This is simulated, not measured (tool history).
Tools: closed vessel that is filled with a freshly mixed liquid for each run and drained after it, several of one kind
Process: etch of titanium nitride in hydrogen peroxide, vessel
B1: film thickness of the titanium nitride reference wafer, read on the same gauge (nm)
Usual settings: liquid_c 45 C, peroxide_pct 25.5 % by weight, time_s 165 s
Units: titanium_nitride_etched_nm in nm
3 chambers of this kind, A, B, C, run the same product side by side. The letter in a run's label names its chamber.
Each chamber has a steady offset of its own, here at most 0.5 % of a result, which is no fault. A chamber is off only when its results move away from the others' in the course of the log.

Run 1A, day 0.133: usual settings; B1 79.991. Result: titanium_nitride_etched_nm 5.7236 nm.
Run 2C, day 0.425: usual settings; B1 80.036. Result: titanium_nitride_etched_nm 5.8683 nm.
Run 3B, day 0.683: usual settings; B1 80.008. Result: titanium_nitride_etched_nm 5.7930 nm.
Run 4C, day 0.825: usual settings; B1 80.004. Result: titanium_nitride_etched_nm 5.8859 nm.
Run 5B, day 1.079: usual settings; B1 80.014. Result: titanium_nitride_etched_nm 5.8211 nm.
Run 6A, day 1.254: usual settings; B1 80.031. Result: titanium_nitride_etched_nm 5.7975 nm.
Run 7C, day 1.396: usual settings; B1 80.001. Result: titanium_nitride_etched_nm 5.8620 nm.
Run 8A, day 1.571: usual settings but liquid_c 37 C, time_s 255 s; B1 79.986. Result: titanium_nitride_etched_nm 4.8545 nm.
Run 9B, day 1.750: usual settings but liquid_c 37 C, time_s 255 s; B1 80.011. Result: titanium_nitride_etched_nm 4.8849 nm.
Run 10C, day 1.896: usual settings but liquid_c 37 C, time_s 255 s; B1 80.003. Result: titanium_nitride_etched_nm 5.0014 nm.
Run 11A, day 2.054: usual settings; B1 79.999. Result: titanium_nitride_etched_nm 5.7162 nm.
Run 12B, day 2.183: usual settings; B1 79.979. Result: titanium_nitride_etched_nm 5.8025 nm.
Run 13A, day 2.325: usual settings; B1 79.984. Result: titanium_nitride_etched_nm 5.8274 nm.
Run 14C, day 2.521: usual settings; B1 79.991. Result: titanium_nitride_etched_nm 5.8896 nm.
Run 15B, day 2.717: usual settings; B1 79.976. Result: titanium_nitride_etched_nm 5.7500 nm.
Run 16C, day 2.962: usual settings; B1 79.986. Result: titanium_nitride_etched_nm 5.9607 nm.
Run 17B, day 3.121: usual settings; B1 79.992. Result: titanium_nitride_etched_nm 5.8726 nm.
Run 18A, day 3.325: usual settings; B1 79.987. Result: titanium_nitride_etched_nm 5.7398 nm.
Run 19A, day 3.496: usual settings; B1 79.995. Result: titanium_nitride_etched_nm 5.8764 nm.
Run 20C, day 3.758: usual settings; B1 80.005. Result: titanium_nitride_etched_nm 6.0502 nm.
At day 3.896: chamber B: thermometer replaced.
Run 21B, day 4.025: usual settings; B1 80.016. Result: titanium_nitride_etched_nm 5.7965 nm.
Run 22C, day 4.171: usual settings; B1 80.007. Result: titanium_nitride_etched_nm 6.1414 nm.
Run 23B, day 4.362: usual settings; B1 79.997. Result: titanium_nitride_etched_nm 5.7851 nm.
Run 24A, day 4.621: usual settings; B1 79.987. Result: titanium_nitride_etched_nm 5.7268 nm.
Run 25B, day 4.921: usual settings; B1 79.991. Result: titanium_nitride_etched_nm 5.7980 nm.

Is one chamber off against the others, does the gauge drift, or is nothing wrong? If a chamber is off, say which, and what the likeliest cause is.

Chamber C drifts away from the others.
Cause: liquid hotter than its thermometer reads (K) = 0.721.

Here are 4 candidates for chamber C's next run, each the usual settings with a change, their results left as question marks. Which one brings its results back in line with what the others give on the usual settings?
In line means no further than this from the other chambers' mean on the usual settings: titanium_nitride_etched_nm 0.1300 nm
Run 26C-1, day 5.138: usual settings but peroxide_pct 27.5 % by weight. Result: titanium_nitride_etched_nm ?.
Run 26C-2, day 5.138: usual settings but time_s 155 s. Result: titanium_nitride_etched_nm ?.
Run 26C-3, day 5.138: usual settings but peroxide_pct 23.5 % by weight. Result: titanium_nitride_etched_nm ?.
Run 26C-4, day 5.138: usual settings but time_s 175 s. Result: titanium_nitride_etched_nm ?.

The other chambers' mean on the usual settings: titanium_nitride_etched_nm 5.7971 nm
  run  titanium_nitride_etched_nm
26C-1                      6.2437
26C-2                      5.7677
26C-3                      6.0301
26C-4                      6.5119
26C-2 brings the chamber back in line.
